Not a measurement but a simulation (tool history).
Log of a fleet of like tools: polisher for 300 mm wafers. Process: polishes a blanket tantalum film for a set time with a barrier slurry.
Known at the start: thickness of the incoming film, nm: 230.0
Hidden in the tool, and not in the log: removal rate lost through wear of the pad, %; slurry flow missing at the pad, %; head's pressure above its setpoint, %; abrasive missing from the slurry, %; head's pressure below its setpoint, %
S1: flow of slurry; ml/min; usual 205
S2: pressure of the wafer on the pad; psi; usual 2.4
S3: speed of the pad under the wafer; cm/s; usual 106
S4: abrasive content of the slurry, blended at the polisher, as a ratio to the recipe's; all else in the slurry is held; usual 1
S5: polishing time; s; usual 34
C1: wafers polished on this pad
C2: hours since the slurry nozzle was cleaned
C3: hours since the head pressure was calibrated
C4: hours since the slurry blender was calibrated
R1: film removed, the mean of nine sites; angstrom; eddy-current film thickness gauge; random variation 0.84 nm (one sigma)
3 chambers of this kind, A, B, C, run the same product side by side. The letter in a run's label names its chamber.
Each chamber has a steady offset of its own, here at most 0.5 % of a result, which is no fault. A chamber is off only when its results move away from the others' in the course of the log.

{"run": "1A", "day": 0.204, "S1": 205, "S2": 2.4, "S3": 106, "S4": 1, "S5": 34, "C1": 459, "C2": 409.9, "C3": 532.3, "C4": 80, "R1": 795.25}
{"run": "2B", "day": 0.554, "S1": 205, "S2": 2.4, "S3": 106, "S4": 1, "S5": 34, "C1": 752, "C2": 846.9, "C3": 1063.8, "C4": 319.4, "R1": 778.18}
{"day": 0.696, "done": "chamber B: slurry nozzle cleaned"}
{"run": "3C", "day": 0.921, "S1": 205, "S2": 2.4, "S3": 106, "S4": 1, "S5": 34, "C1": 397, "C2": 58, "C3": 210.5, "C4": 117.8, "R1": 781.61}
{"run": "4B", "day": 1.204, "S1": 205, "S2": 2.4, "S3": 106, "S4": 1, "S5": 34, "C1": 893, "C2": 12.3, "C3": 1079.4, "C4": 335, "R1": 779.69}
{"run": "5C", "day": 1.392, "S1": 205, "S2": 2.4, "S3": 106, "S4": 1, "S5": 34, "C1": 499, "C2": 69.3, "C3": 221.8, "C4": 129.1, "R1": 788.59}
{"run": "6A", "day": 1.592, "S1": 205, "S2": 2.4, "S3": 106, "S4": 1, "S5": 34, "C1": 758, "C2": 443.2, "C3": 565.6, "C4": 113.3, "R1": 774.15}
{"day": 1.625, "done": "chamber A: head pressure recalibrated"}
{"day": 1.717, "done": "chamber B: worn pad replaced by a new one"}
{"run": "7A", "day": 1.9, "S1": 205, "S2": 2.4, "S3": 106, "S4": 1, "S5": 34, "C1": 824, "C2": 450.6, "C3": 6.7, "C4": 120.7, "R1": 784.32}
{"run": "8B", "day": 2.217, "S1": 205, "S2": 2.4, "S3": 106, "S4": 1, "S5": 34, "C1": 108, "C2": 36.6, "C3": 1103.7, "C4": 359.3, "R1": 788.86}
{"run": "9C", "day": 2.425, "S1": 205, "S2": 2.4, "S3": 106, "S4": 1, "S5": 34, "C1": 722, "C2": 94.1, "C3": 246.6, "C4": 153.9, "R1": 774.93}
{"run": "10B", "day": 2.654, "S1": 205, "S2": 2.4, "S3": 106, "S4": 1, "S5": 34, "C1": 202, "C2": 47.1, "C3": 1114.2, "C4": 369.8, "R1": 789.33}
{"day": 2.904, "done": "chamber C: slurry blender recalibrated"}
{"run": "11A", "day": 2.938, "S1": 205, "S2": 2.4, "S3": 106, "S4": 1, "S5": 34, "C1": 1048, "C2": 475.5, "C3": 31.6, "C4": 145.6, "R1": 765.37}
{"day": 3.212, "done": "chamber A: slurry nozzle cleaned"}
{"run": "12C", "day": 3.233, "S1": 205, "S2": 2.4, "S3": 106, "S4": 1, "S5": 34, "C1": 896, "C2": 113.5, "C3": 266, "C4": 7.9, "R1": 789.52}
{"day": 3.354, "done": "chamber A: worn pad replaced by a new one"}
{"run": "13A", "day": 3.529, "S1": 205, "S2": 2.4, "S3": 106, "S4": 1, "S5": 34, "C1": 37, "C2": 7.6, "C3": 45.8, "C4": 159.8, "R1": 788.91}
{"run": "14B", "day": 3.908, "S1": 205, "S2": 2.4, "S3": 106, "S4": 1, "S5": 34, "C1": 473, "C2": 77.2, "C3": 1144.3, "C4": 399.9, "R1": 788.26}
{"day": 4.146, "done": "chamber B: head pressure recalibrated"}
{"run": "15C", "day": 4.15, "S1": 205, "S2": 2.4, "S3": 106, "S4": 1, "S5": 34, "C1": 1094, "C2": 135.5, "C3": 288, "C4": 29.9, "R1": 801.64}
{"day": 4.296, "done": "chamber C: worn pad replaced by a new one"}
{"run": "16C", "day": 4.483, "S1": 205, "S2": 2.4, "S3": 106, "S4": 1, "S5": 34, "C1": 41, "C2": 143.5, "C3": 296, "C4": 37.9, "R1": 796.81}
{"run": "17A", "day": 4.725, "S1": 205, "S2": 2.4, "S3": 106, "S4": 1, "S5": 34, "C1": 295, "C2": 36.3, "C3": 74.5, "C4": 188.5, "R1": 794.35}
{"run": "18B", "day": 5.067, "S1": 205, "S2": 2.4, "S3": 106, "S4": 1, "S5": 34, "C1": 723, "C2": 105, "C3": 22.2, "C4": 427.7, "R1": 681.88}
{"run": "19B", "day": 5.267, "S1": 205, "S2": 2.4, "S3": 106, "S4": 1, "S5": 34, "C1": 766, "C2": 109.8, "C3": 27, "C4": 432.5, "R1": 696.84}
{"run": "20A", "day": 5.621, "S1": 205, "S2": 2.4, "S3": 106, "S4": 1, "S5": 34, "C1": 489, "C2": 57.8, "C3": 96, "C4": 210, "R1": 777.21}
{"run": "21C", "day": 5.829, "S1": 205, "S2": 2.4, "S3": 106, "S4": 1, "S5": 34, "C1": 331, "C2": 175.8, "C3": 328.3, "C4": 70.2, "R1": 772.51}
{"day": 6.154, "done": "chamber B: worn pad replaced by a new one"}
{"run": "22A", "day": 6.221, "S1": 205, "S2": 2.4, "S3": 106, "S4": 1, "S5": 34, "C1": 618, "C2": 72.2, "C3": 110.4, "C4": 224.4, "R1": 780.92}
{"run": "23C", "day": 6.4, "S1": 160, "S2": 2.4, "S3": 106, "S4": 1.25, "S5": 34, "C1": 454, "C2": 189.5, "C3": 342, "C4": 83.9, "R1": 798.35}
{"run": "24B", "day": 6.758, "S1": 160, "S2": 2.4, "S3": 106, "S4": 1.25, "S5": 34, "C1": 130, "C2": 145.6, "C3": 62.8, "C4": 468.3, "R1": 715.76}
{"run": "25A", "day": 6.954, "S1": 160, "S2": 2.4, "S3": 106, "S4": 1.25, "S5": 34, "C1": 776, "C2": 89.8, "C3": 128, "C4": 242, "R1": 816.71}
{"run": "26B", "day": 7.192, "S1": 205, "S2": 2.4, "S3": 106, "S4": 1, "S5": 34, "C1": 224, "C2": 156, "C3": 73.2, "C4": 478.7, "R1": 691.42}
{"run": "27C", "day": 7.417, "S1": 205, "S2": 2.4, "S3": 106, "S4": 1, "S5": 34, "C1": 673, "C2": 213.9, "C3": 366.4, "C4": 108.3, "R1": 781.48}
{"run": "28B", "day": 7.629, "S1": 205, "S2": 1.8, "S3": 106, "S4": 0.9, "S5": 34, "C1": 318, "C2": 166.5, "C3": 83.7, "C4": 489.2, "R1": 508.66}

What goes on in this fleet: one chamber off, a drifting gauge, or nothing beyond the chambers' own small offsets? Name the chamber and the cause, if any.

A service left chamber B off against the others.
Cause: head's pressure below its setpoint, % = 12.

Here are 4 candidates for chamber B's next run, each the usual settings with a change, their results left as question marks. Which one brings its results back in line with what the others give on the usual settings?
In line means no further than this from the other chambers' mean on the usual settings: R1 29 angstrom
{"run": "29B-1", "day": 7.912, "S1": 205, "S2": 2.7, "S3": 106, "S4": 1.05, "S5": 34, "R1": "?"}
{"run": "29B-2", "day": 7.912, "S1": 205, "S2": 2.4, "S3": 100, "S4": 1, "S5": 32, "R1": "?"}
{"run": "29B-3", "day": 7.912, "S1": 205, "S2": 2.4, "S3": 108, "S4": 1, "S5": 35, "R1": "?"}
{"run": "29B-4", "day": 7.912, "S1": 205, "S2": 2.3, "S3": 106, "S4": 1, "S5": 34, "R1": "?"}

The other chambers' mean on the usual settings: R1 782.18 angstrom
run=29B-1 R1=788.88
run=29B-2 R1=614.35
run=29B-3 R1=726.55
run=29B-4 R1=664.11
29B-1 brings the chamber back in line.

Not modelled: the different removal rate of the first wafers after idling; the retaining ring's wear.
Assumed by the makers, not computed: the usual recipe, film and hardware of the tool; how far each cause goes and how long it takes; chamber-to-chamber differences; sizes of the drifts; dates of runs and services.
